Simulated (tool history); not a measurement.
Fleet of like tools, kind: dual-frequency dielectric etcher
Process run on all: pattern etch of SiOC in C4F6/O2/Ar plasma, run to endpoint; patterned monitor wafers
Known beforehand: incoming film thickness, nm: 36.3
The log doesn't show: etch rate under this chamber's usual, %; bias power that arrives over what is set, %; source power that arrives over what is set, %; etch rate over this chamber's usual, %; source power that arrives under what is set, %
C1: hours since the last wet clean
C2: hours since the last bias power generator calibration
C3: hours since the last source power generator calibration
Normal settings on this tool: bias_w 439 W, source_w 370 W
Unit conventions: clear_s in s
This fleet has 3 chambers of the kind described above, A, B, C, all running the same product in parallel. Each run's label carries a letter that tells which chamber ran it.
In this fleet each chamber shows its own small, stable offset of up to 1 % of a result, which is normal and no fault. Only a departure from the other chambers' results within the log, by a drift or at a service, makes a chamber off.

{"run": "1C", "hour": 11.0, "bias_w": 439, "source_w": 370, "C1": 486.1, "C2": 628, "C3": 1938.6, "clear_s": 13.171}
{"run": "2A", "hour": 16.4, "bias_w": 439, "source_w": 370, "C1": 281.1, "C2": 2118.7, "C3": 1162, "clear_s": 13.318}
{"run": "3B", "hour": 26.1, "bias_w": 439, "source_w": 370, "C1": 534.5, "C2": 380.9, "C3": 2563.6, "clear_s": 13.122}
{"run": "4C", "hour": 34.9, "bias_w": 439, "source_w": 370, "C1": 510, "C2": 651.9, "C3": 1962.5, "clear_s": 13.303}
{"run": "5A", "hour": 45.5, "bias_w": 379, "source_w": 450, "C1": 310.2, "C2": 2147.8, "C3": 1191.1, "clear_s": 13.008}
{"run": "6B", "hour": 55.8, "bias_w": 379, "source_w": 450, "C1": 564.2, "C2": 410.6, "C3": 2593.3, "clear_s": 12.941}
{"run": "7B", "hour": 61.5, "bias_w": 379, "source_w": 450, "C1": 569.9, "C2": 416.3, "C3": 2599, "clear_s": 12.927}
{"run": "8A", "hour": 67.1, "bias_w": 439, "source_w": 370, "C1": 331.8, "C2": 2169.4, "C3": 1212.7, "clear_s": 13.563}
{"hour": 75.5, "done": "chamber C: wet clean of the chamber"}
{"run": "9C", "hour": 76.6, "bias_w": 439, "source_w": 370, "C1": 1.1, "C2": 693.6, "C3": 2004.2, "clear_s": 13.238}
{"run": "10A", "hour": 86.7, "bias_w": 439, "source_w": 370, "C1": 351.4, "C2": 2189, "C3": 1232.3, "clear_s": 13.445}
{"run": "11C", "hour": 95.3, "bias_w": 535, "source_w": 430, "C1": 19.8, "C2": 712.3, "C3": 2022.9, "clear_s": 11.519}
{"run": "12B", "hour": 102.5, "bias_w": 535, "source_w": 430, "C1": 610.9, "C2": 457.3, "C3": 2640, "clear_s": 11.68}
{"run": "13B", "hour": 111.6, "bias_w": 535, "source_w": 430, "C1": 620, "C2": 466.4, "C3": 2649.1, "clear_s": 11.584}
{"run": "14A", "hour": 116.7, "bias_w": 516, "source_w": 310, "C1": 381.4, "C2": 2219, "C3": 1262.3, "clear_s": 13.635}
{"run": "15C", "hour": 123.0, "bias_w": 516, "source_w": 310, "C1": 47.5, "C2": 740, "C3": 2050.6, "clear_s": 13.256}
{"run": "16C", "hour": 132.6, "bias_w": 516, "source_w": 310, "C1": 57.1, "C2": 749.6, "C3": 2060.2, "clear_s": 13.361}
{"run": "17B", "hour": 139.8, "bias_w": 439, "source_w": 370, "C1": 648.2, "C2": 494.6, "C3": 2677.3, "clear_s": 13.285}
{"run": "18A", "hour": 147.5, "bias_w": 439, "source_w": 370, "C1": 412.2, "C2": 2249.8, "C3": 1293.1, "clear_s": 13.701}
{"run": "19C", "hour": 155.4, "bias_w": 439, "source_w": 370, "C1": 79.9, "C2": 772.4, "C3": 2083, "clear_s": 13.069}
{"run": "20A", "hour": 163.6, "bias_w": 536, "source_w": 370, "C1": 428.3, "C2": 2265.9, "C3": 1309.2, "clear_s": 12.732}
{"hour": 165.4, "done": "chamber B: wet clean of the chamber"}
{"run": "21B", "hour": 169.2, "bias_w": 536, "source_w": 370, "C1": 3.8, "C2": 524, "C3": 2706.7, "clear_s": 12.191}
{"run": "22C", "hour": 178.5, "bias_w": 536, "source_w": 370, "C1": 103, "C2": 795.5, "C3": 2106.1, "clear_s": 12.258}
{"run": "23A", "hour": 185.9, "bias_w": 439, "source_w": 370, "C1": 450.6, "C2": 2288.2, "C3": 1331.5, "clear_s": 13.682}
{"run": "24B", "hour": 191.7, "bias_w": 439, "source_w": 370, "C1": 26.3, "C2": 546.5, "C3": 2729.2, "clear_s": 13.113}
{"run": "25B", "hour": 199.9, "bias_w": 439, "source_w": 370, "C1": 34.5, "C2": 554.7, "C3": 2737.4, "clear_s": 13.184}
{"run": "26C", "hour": 208.1, "bias_w": 439, "source_w": 370, "C1": 132.6, "C2": 825.1, "C3": 2135.7, "clear_s": 13.084}
{"run": "27A", "hour": 213.2, "bias_w": 439, "source_w": 370, "C1": 477.9, "C2": 2315.5, "C3": 1358.8, "clear_s": 13.844}
{"run": "28C", "hour": 218.8, "bias_w": 439, "source_w": 370, "C1": 143.3, "C2": 835.8, "C3": 2146.4, "clear_s": 13.249}
{"run": "29A", "hour": 225.5, "bias_w": 439, "source_w": 410, "C1": 490.2, "C2": 2327.8, "C3": 1371.1, "clear_s": 13.461}
{"run": "30B", "hour": 236.2, "bias_w": 439, "source_w": 410, "C1": 70.8, "C2": 591, "C3": 2773.7, "clear_s": 12.727}
{"run": "31A", "hour": 246.6, "bias_w": 439, "source_w": 410, "C1": 511.3, "C2": 2348.9, "C3": 1392.2, "clear_s": 13.487}
{"run": "32B", "hour": 257.2, "bias_w": 439, "source_w": 370, "C1": 91.8, "C2": 612, "C3": 2794.7, "clear_s": 13.085}
{"run": "33C", "hour": 263.8, "bias_w": 439, "source_w": 370, "C1": 188.3, "C2": 880.8, "C3": 2191.4, "clear_s": 13.153}

All chambers now run identical settings, listed one chamber a line with results as question marks. What results will each chamber show?
{"run": "34A", "hour": 271.7, "bias_w": 439, "source_w": 370, "clear_s": "?"}
{"run": "34B", "hour": 271.7, "bias_w": 439, "source_w": 370, "clear_s": "?"}
{"run": "34C", "hour": 271.7, "bias_w": 439, "source_w": 370, "clear_s": "?"}

run=34A clear_s=13.969
run=34B clear_s=13.186
run=34C clear_s=13.054

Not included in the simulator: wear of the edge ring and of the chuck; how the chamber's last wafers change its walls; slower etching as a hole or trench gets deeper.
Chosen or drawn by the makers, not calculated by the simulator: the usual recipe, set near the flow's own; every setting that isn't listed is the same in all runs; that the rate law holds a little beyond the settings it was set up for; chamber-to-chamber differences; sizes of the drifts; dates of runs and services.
